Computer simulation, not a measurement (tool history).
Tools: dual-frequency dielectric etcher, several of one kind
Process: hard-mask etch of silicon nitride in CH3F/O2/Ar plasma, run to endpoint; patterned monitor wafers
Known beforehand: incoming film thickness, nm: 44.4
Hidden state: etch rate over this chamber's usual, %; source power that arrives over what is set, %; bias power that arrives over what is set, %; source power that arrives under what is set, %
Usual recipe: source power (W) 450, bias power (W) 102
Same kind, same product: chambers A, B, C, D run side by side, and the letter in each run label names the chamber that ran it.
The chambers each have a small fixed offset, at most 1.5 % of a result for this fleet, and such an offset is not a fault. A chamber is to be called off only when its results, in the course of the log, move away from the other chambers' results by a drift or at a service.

run,hour,source power (W),bias power (W),hours since the last wet clean,hours since the last source power generator calibration,hours since the last bias power generator calibration,endpoint time (s)
# hour 6.1: chamber D: wet clean of the chamber
1C,8.8,450,102,361.3,775.9,908.0,53.828
2D,16.4,450,102,10.4,901.2,542.8,54.270
3B,25.1,450,102,374.9,1922.3,2916.0,54.789
4A,33.7,450,102,314.3,2222.2,2757.2,53.926
5D,43.7,450,102,37.7,928.5,570.1,54.654
6B,53.6,450,102,403.4,1950.8,2944.5,55.138
7A,64.8,450,102,345.4,2253.3,2788.3,53.696
8C,73.3,480,91,425.8,840.4,972.5,54.678
9D,82.2,480,91,76.2,967.0,608.6,55.368
10A,87.7,480,91,368.3,2276.2,2811.2,55.263
11C,94.1,480,91,446.6,861.2,993.3,54.552
12B,104.4,450,102,454.2,2001.6,2995.3,54.684
# hour 109.5: chamber C: wet clean of the chamber
13B,115.1,540,102,464.9,2012.3,3006.0,51.472
14C,126.2,540,102,16.8,893.3,1025.4,48.148
15D,131.2,540,102,125.2,1016.0,657.6,51.174
16A,137.5,540,102,418.1,2326.0,2861.0,50.407
# hour 139.1: chamber B: wet clean of the chamber
17C,144.9,450,102,35.5,912.0,1044.1,51.603
18B,152.2,450,102,13.1,2049.4,3043.1,55.173
19D,163.0,450,102,157.0,1047.8,689.4,54.464
20A,174.0,450,102,454.6,2362.5,2897.5,53.820
21B,180.5,450,102,41.4,2077.7,3071.4,54.548
22D,191.5,450,102,185.5,1076.3,717.9,54.797
23A,201.2,450,102,481.8,2389.7,2924.7,54.558
24C,206.6,450,102,97.2,973.7,1105.8,51.435
25B,216.9,450,102,77.8,2114.1,3107.8,54.705
26D,227.9,450,102,221.9,1112.7,754.3,55.064
# hour 228.3: chamber B: source power generator calibrated
27A,238.6,450,102,519.2,2427.1,2962.1,54.317
# hour 239.0: chamber A: source power generator calibrated
28C,247.1,400,124,137.7,1014.2,1146.3,50.035
29D,256.3,400,124,250.3,1141.1,782.7,52.800
30A,264.9,400,124,545.5,25.9,2988.4,52.386
31C,271.9,400,124,162.5,1039.0,1171.1,50.033
32B,277.3,450,102,138.2,49.1,3168.2,54.911
33D,285.7,450,102,279.7,1170.5,812.1,54.439
34C,293.9,450,102,184.5,1061.0,1193.1,51.352

Has any chamber moved away from the others, gradually or after a service, or does the common gauge drift, or do the chambers differ only by their own small steady offsets? State the chamber and the most likely cause if one applies.

A service on chamber C put it out of line with the rest.
Cause: etch rate over this chamber's usual, % = 5.13.

Which of the 4 candidates below, each the usual settings with something changed and its results left as question marks, puts chamber C back in line with what the other chambers give on the usual settings?
Allowed miss from the other chambers' usual-settings mean, per result, to count as in line: endpoint time (s) 0.870
35C-1,302.2,420,94,,,,?
35C-2,302.2,470,106,,,,?
35C-3,302.2,450,118,,,,?
35C-4,302.2,450,95,,,,?

Usual-settings mean across the other chambers: endpoint time (s) 54.558
run,endpoint time (s)
35C-1,54.325
35C-2,49.854
35C-3,48.715
35C-4,52.722
It is 35C-1 that realigns the chamber with its peers.

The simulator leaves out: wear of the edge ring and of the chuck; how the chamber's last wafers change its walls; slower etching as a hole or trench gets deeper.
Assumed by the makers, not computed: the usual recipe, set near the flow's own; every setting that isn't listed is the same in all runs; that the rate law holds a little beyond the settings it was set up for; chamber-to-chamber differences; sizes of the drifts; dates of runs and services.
